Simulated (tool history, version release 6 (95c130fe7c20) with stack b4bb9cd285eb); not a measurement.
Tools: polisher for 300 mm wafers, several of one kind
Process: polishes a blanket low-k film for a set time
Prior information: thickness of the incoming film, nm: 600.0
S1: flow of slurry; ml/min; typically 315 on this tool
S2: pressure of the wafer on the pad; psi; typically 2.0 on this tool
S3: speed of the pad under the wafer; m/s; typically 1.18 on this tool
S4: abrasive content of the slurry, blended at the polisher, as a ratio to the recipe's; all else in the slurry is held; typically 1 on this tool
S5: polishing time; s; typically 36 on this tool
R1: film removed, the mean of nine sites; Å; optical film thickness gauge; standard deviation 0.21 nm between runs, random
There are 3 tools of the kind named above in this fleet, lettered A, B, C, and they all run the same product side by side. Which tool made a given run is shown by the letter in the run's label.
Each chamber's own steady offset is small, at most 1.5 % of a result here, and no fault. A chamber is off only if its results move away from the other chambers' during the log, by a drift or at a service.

| run | day | S1 | S2 | S3 | S4 | S5 | R1 |
|---|---|---|---|---|---|---|---|
| 1B | 0.204 | 315 | 2.0 | 1.18 | 1 | 36 | 200.56 |
|  | 0.258 | chamber A: slurry nozzle cleaned |
| 2A | 0.412 | 315 | 2.0 | 1.18 | 1 | 36 | 203.92 |
| 3C | 0.504 | 315 | 2.0 | 1.18 | 1 | 36 | 202.68 |
| 4B | 0.596 | 315 | 2.0 | 1.18 | 1 | 36 | 206.57 |
| 5C | 0.750 | 315 | 2.0 | 1.18 | 1 | 36 | 203.42 |
| 6A | 0.858 | 315 | 2.0 | 1.18 | 1 | 36 | 202.43 |
| 7A | 0.996 | 315 | 2.0 | 1.18 | 1 | 36 | 206.37 |
|  | 1.017 | chamber C: worn pad replaced by a new one |
| 8B | 1.129 | 315 | 2.0 | 1.18 | 1 | 36 | 203.16 |
| 9C | 1.229 | 315 | 2.0 | 1.18 | 1 | 36 | 200.94 |
| 10A | 1.400 | 315 | 2.0 | 1.18 | 1 | 36 | 206.78 |
| 11B | 1.604 | 315 | 2.0 | 1.18 | 1 | 36 | 203.00 |
| 12C | 1.746 | 315 | 2.0 | 1.18 | 1 | 36 | 206.10 |
| 13B | 1.842 | 315 | 2.0 | 1.18 | 1 | 36 | 202.47 |
| 14C | 1.967 | 315 | 1.4 | 1.18 | 1 | 36 | 141.97 |
|  | 2.029 | chamber C: slurry nozzle cleaned |
| 15A | 2.142 | 315 | 1.4 | 1.18 | 1 | 36 | 142.47 |
| 16A | 2.296 | 315 | 1.4 | 1.18 | 1 | 36 | 141.52 |
| 17B | 2.496 | 315 | 2.0 | 1.18 | 1 | 36 | 200.18 |
|  | 2.550 | chamber A: worn pad replaced by a new one |
| 18C | 2.667 | 315 | 2.0 | 1.18 | 1 | 36 | 202.71 |
| 19C | 2.788 | 315 | 2.0 | 1.18 | 1 | 36 | 205.40 |
| 20B | 2.992 | 315 | 2.0 | 1.18 | 1 | 36 | 199.40 |
| 21A | 3.196 | 315 | 2.0 | 1.18 | 1 | 36 | 201.22 |
| 22C | 3.338 | 315 | 2.0 | 1.18 | 1 | 36 | 201.38 |
| 23A | 3.458 | 315 | 2.0 | 1.18 | 1 | 36 | 202.07 |
| 24B | 3.596 | 315 | 2.0 | 1.18 | 1 | 36 | 200.93 |
|  | 3.633 | chamber B: worn pad replaced by a new one |
| 25B | 3.742 | 315 | 2.0 | 1.18 | 1 | 36 | 198.82 |
| 26C | 3.838 | 315 | 2.0 | 1.18 | 1 | 36 | 206.73 |
| 27A | 4.038 | 315 | 2.0 | 1.18 | 1 | 36 | 203.91 |
| 28A | 4.225 | 315 | 2.0 | 1.18 | 1 | 36 | 204.12 |
| 29B | 4.367 | 315 | 2.0 | 1.18 | 1 | 36 | 204.23 |
| 30C | 4.542 | 315 | 2.0 | 1.18 | 1 | 36 | 202.76 |
| 31C | 4.729 | 315 | 2.0 | 1.18 | 1 | 36 | 206.62 |
| 32A | 4.842 | 315 | 2.0 | 1.18 | 1 | 36 | 205.74 |

Which is it: a chamber that has drifted or been left off by a service, a gauge drift common to all chambers, or only each chamber's usual small offset? If a chamber is off, name it and its likeliest cause.

Beyond each chamber's small constant offset nothing stands out, and the gauge stays steady.

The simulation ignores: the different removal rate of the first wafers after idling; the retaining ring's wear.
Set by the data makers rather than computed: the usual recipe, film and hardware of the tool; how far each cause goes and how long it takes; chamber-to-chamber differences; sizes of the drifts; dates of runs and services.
